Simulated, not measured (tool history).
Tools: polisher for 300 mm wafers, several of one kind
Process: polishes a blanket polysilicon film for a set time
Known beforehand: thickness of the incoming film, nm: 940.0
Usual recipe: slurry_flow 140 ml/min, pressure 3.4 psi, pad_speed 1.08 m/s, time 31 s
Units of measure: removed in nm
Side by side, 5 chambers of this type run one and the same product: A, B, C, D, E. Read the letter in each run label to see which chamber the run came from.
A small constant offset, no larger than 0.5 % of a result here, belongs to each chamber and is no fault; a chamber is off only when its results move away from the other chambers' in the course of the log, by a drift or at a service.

run     day  slurry_flow  pressure  pad_speed  time  wafers polished on this pad  hours since the slurry nozzle was cleaned  hours since the head pressure was calibrated  removed
      0.233  -- chamber E: worn pad replaced by a new one
 1E   0.292          140       3.4       1.08    31                           13                                      212.6                                         696.3   380.83
      0.629  -- chamber C: worn pad replaced by a new one
 2D   0.738          140       3.4       1.08    31                          852                                      425.6                                         190.0   387.96
 3A   1.300          140       3.4       1.08    31                          819                                      738.6                                         327.6   382.71
 4B   1.638          140       3.4       1.08    31                          450                                      294.3                                        1175.3   385.84
      1.767  -- chamber D: worn pad replaced by a new one
 5C   2.029          140       3.4       1.08    31                          319                                      234.6                                         556.8   383.04
 6C   2.404          140       3.4       1.08    31                          405                                      243.6                                         565.8   388.51
      2.638  -- chamber A: slurry nozzle cleaned
 7D   2.700          140       3.4       1.08    31                          213                                      472.7                                         237.1   378.27
      2.846  -- chamber B: worn pad replaced by a new one
      2.979  -- chamber C: slurry nozzle cleaned
 8B   3.079          140       3.4       1.08    31                           53                                      328.9                                        1209.9   382.34
 9E   3.450          140       3.4       1.34    31                          733                                      288.4                                         772.1   477.35
      3.542  -- chamber E: worn pad replaced by a new one
      3.679  -- chamber A: head pressure recalibrated
10A   4.046          140       3.4       1.34    31                         1445                                       33.8                                           8.9   485.83
      4.083  -- chamber D: slurry nozzle cleaned
      4.325  -- chamber C: worn pad replaced by a new one
11B   4.396          140       3.4       1.34    31                          353                                      360.5                                        1241.5   474.94
      4.838  -- chamber A: worn pad replaced by a new one
12C   4.967          140       3.4       1.34    31                          146                                       47.7                                         627.3   482.73
      5.267  -- chamber B: head pressure recalibrated
      5.379  -- chamber B: worn pad replaced by a new one
13A   5.383          140       3.4       1.34    31                          124                                       65.9                                          41.0   472.04
14E   5.933          140       3.4       1.08    31                          545                                      348.0                                         831.7   383.64
      6.021  -- chamber E: worn pad replaced by a new one
15D   6.554          140       3.4       1.08    31                         1091                                       59.4                                         329.6   387.56
      6.742  -- chamber D: worn pad replaced by a new one
16C   7.129          140       3.4       1.08    31                          639                                       99.6                                         679.2   380.93
      7.183  -- chamber C: head pressure recalibrated
17A   7.621          140       3.4       1.08    31                          634                                      119.6                                          94.7   376.79
18E   7.983          140       3.4       1.08    31                          447                                      397.2                                         880.9   383.94
      8.042  -- chamber C: worn pad replaced by a new one
      8.121  -- chamber B: worn pad replaced by a new one
19B   8.421          140       3.4       1.08    31                           69                                      457.1                                          75.7   343.69
      8.596  -- chamber E: worn pad replaced by a new one
20D   8.779          140       3.4       1.08    31                          464                                      112.8                                         383.0   381.82
21A   9.129          140       3.4       1.08    31                          978                                      155.8                                         130.9   381.29
22D   9.575          140       3.4       1.08    31                          645                                      131.9                                         402.1   384.77
23E  10.046          140       3.4       1.08    31                          330                                      446.7                                         930.4   381.56
24C  10.617          140       3.4       1.08    31                          587                                      183.3                                          82.5   387.36
     10.850  -- chamber B: worn pad replaced by a new one
     10.871  -- chamber A: worn pad replaced by a new one
25B  11.158          140       3.4       1.08    31                           71                                      522.8                                         141.4   340.15
26B  11.662          140       3.4       1.08    31                          185                                      534.9                                         153.5   345.70
     11.792  -- chamber C: worn pad replaced by a new one
     11.812  -- chamber E: worn pad replaced by a new one
27D  12.021          140       3.4       1.08    31                         1202                                      190.6                                         460.8   385.97
     12.042  -- chamber D: worn pad replaced by a new one
28E  12.325          140       3.4       1.08    31                          117                                      501.4                                         985.1   384.56
29C  12.771          140       3.4       1.08    31                          223                                      235.0                                         134.2   381.79
30A  13.338          140       4.3       1.08    31                          562                                      256.8                                         231.9   478.73
31E  13.617          140       4.3       1.08    31                          411                                      532.4                                        1016.1   492.84
32D  14.242          140       4.3       1.08    31                          501                                      243.9                                         514.1   480.67
33A  14.558          140       4.3       1.08    31                          840                                      286.1                                         261.2   486.29

Is one chamber out of step, is the gauge drifting, or do the chambers differ by no more than their own small offsets? For an off chamber, give its letter and the likeliest cause.

A service on chamber B put it out of line with the rest.
Most likely cause: head's pressure below its setpoint, % = 10.

Here are 4 candidates for chamber B's next run, each the usual settings with a change, their results left as question marks. Which one brings its results back in line with what the others give on the usual settings?
A result is in line if it is within this distance of the other chambers' mean on the usual settings: removed 14.00 nm
34B-1  15.017          140       3.3       1.04    30                                                                                                                              ?
34B-2  15.017          140       3.2       1.02    29                                                                                                                              ?
34B-3  15.017          140       3.4       1.08    35                                                                                                                              ?
34B-4  15.017          140       3.4       1.18    34                                                                                                                              ?

The other chambers' mean on the usual settings: removed 384.78 nm
  run  removed
34B-1   312.04
34B-2   286.90
34B-3   389.42
34B-4   413.13
The right change is 34B-3: it brings the chamber back within the allowed miss of the others.

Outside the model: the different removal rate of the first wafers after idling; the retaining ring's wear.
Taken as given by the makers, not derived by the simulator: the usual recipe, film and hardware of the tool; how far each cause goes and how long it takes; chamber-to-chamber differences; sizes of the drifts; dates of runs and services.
